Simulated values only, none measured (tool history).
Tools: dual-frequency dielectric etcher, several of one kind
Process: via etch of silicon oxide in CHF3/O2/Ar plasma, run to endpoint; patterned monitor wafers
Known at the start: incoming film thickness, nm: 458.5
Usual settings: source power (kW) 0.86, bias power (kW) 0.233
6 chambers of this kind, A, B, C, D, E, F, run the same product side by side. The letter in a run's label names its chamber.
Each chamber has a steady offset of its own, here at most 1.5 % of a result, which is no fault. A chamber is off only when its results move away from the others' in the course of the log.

Run 1C, hour 7.1: usual settings. Result: endpoint time (s) 187.65.
Run 2D, hour 13.3: usual settings. Result: endpoint time (s) 188.46.
Run 3B, hour 24.8: usual settings. Result: endpoint time (s) 184.57.
Run 4A, hour 34.2: usual settings. Result: endpoint time (s) 184.5.
Run 5F, hour 43.3: usual settings. Result: endpoint time (s) 185.96.
Run 6E, hour 52.1: usual settings. Result: endpoint time (s) 185.53.
Run 7D, hour 61.5: usual settings. Result: endpoint time (s) 187.27.
Run 8F, hour 68.6: usual settings but bias power (kW) 0.181. Result: endpoint time (s) 202.16.
Run 9B, hour 76.6: usual settings but bias power (kW) 0.181. Result: endpoint time (s) 206.64.
Run 10E, hour 88: usual settings but bias power (kW) 0.181. Result: endpoint time (s) 202.99.
Run 11C, hour 98.3: usual settings but bias power (kW) 0.181. Result: endpoint time (s) 201.43.
Run 12A, hour 106: usual settings but bias power (kW) 0.181. Result: endpoint time (s) 200.9.
Run 13B, hour 116.4: usual settings but bias power (kW) 0.181. Result: endpoint time (s) 200.05.
At hour 123.5: chamber A: wet clean of the chamber.
Run 14A, hour 126.2: usual settings. Result: endpoint time (s) 187.36.
Run 15F, hour 132.1: usual settings. Result: endpoint time (s) 186.67.
Run 16E, hour 142.5: usual settings. Result: endpoint time (s) 186.54.
At hour 147.3: chamber D: wet clean of the chamber.
Run 17D, hour 151.7: usual settings. Result: endpoint time (s) 187.66.
Run 18C, hour 158.3: usual settings. Result: endpoint time (s) 186.67.
Run 19C, hour 164.4: usual settings but bias power (kW) 0.278. Result: endpoint time (s) 177.52.
Run 20E, hour 172.7: usual settings but bias power (kW) 0.278. Result: endpoint time (s) 174.26.
Run 21A, hour 181.5: usual settings but bias power (kW) 0.278. Result: endpoint time (s) 174.98.
Run 22B, hour 187.6: usual settings but bias power (kW) 0.278. Result: endpoint time (s) 173.28.
Run 23F, hour 196.1: usual settings but bias power (kW) 0.278. Result: endpoint time (s) 173.22.
Run 24D, hour 201.8: usual settings but bias power (kW) 0.278. Result: endpoint time (s) 174.28.
At hour 206.1: chamber F: wet clean of the chamber.
At hour 206.2: chamber C: wet clean of the chamber.
Run 25D, hour 212.7: usual settings. Result: endpoint time (s) 186.43.
Run 26E, hour 220.3: usual settings. Result: endpoint time (s) 185.63.
Run 27A, hour 232.2: usual settings. Result: endpoint time (s) 184.93.
Run 28C, hour 243.7: usual settings. Result: endpoint time (s) 185.88.
Run 29F, hour 249.1: usual settings. Result: endpoint time (s) 186.6.
Run 30B, hour 258: usual settings. Result: endpoint time (s) 187.49.
Run 31B, hour 263.3: usual settings. Result: endpoint time (s) 185.26.
At hour 271: chamber D: bias power generator calibrated.
Run 32E, hour 273.1: usual settings. Result: endpoint time (s) 186.57.
Run 33A, hour 282.5: usual settings. Result: endpoint time (s) 185.93.
Run 34C, hour 293.5: usual settings but source power (kW) 0.65, bias power (kW) 0.203. Result: endpoint time (s) 217.65.
Run 35D, hour 298.9: usual settings but source power (kW) 0.65, bias power (kW) 0.203. Result: endpoint time (s) 217.56.
Run 36F, hour 304.6: usual settings but source power (kW) 0.65, bias power (kW) 0.203. Result: endpoint time (s) 214.74.
Run 37E, hour 310.1: usual settings but source power (kW) 0.65, bias power (kW) 0.203. Result: endpoint time (s) 219.64.

Next, every chamber runs the same settings. What will each give?
Run 38A, hour 318.6: usual settings. Result: endpoint time (s) ?.
Run 38B, hour 318.6: usual settings. Result: endpoint time (s) ?.
Run 38C, hour 318.6: usual settings. Result: endpoint time (s) ?.
Run 38D, hour 318.6: usual settings. Result: endpoint time (s) ?.
Run 38E, hour 318.6: usual settings. Result: endpoint time (s) ?.
Run 38F, hour 318.6: usual settings. Result: endpoint time (s) ?.

run  endpoint time (s)
38A             181.71
38B             187.44
38C             185.49
38D             187.98
38E             186.68
38F             185.24
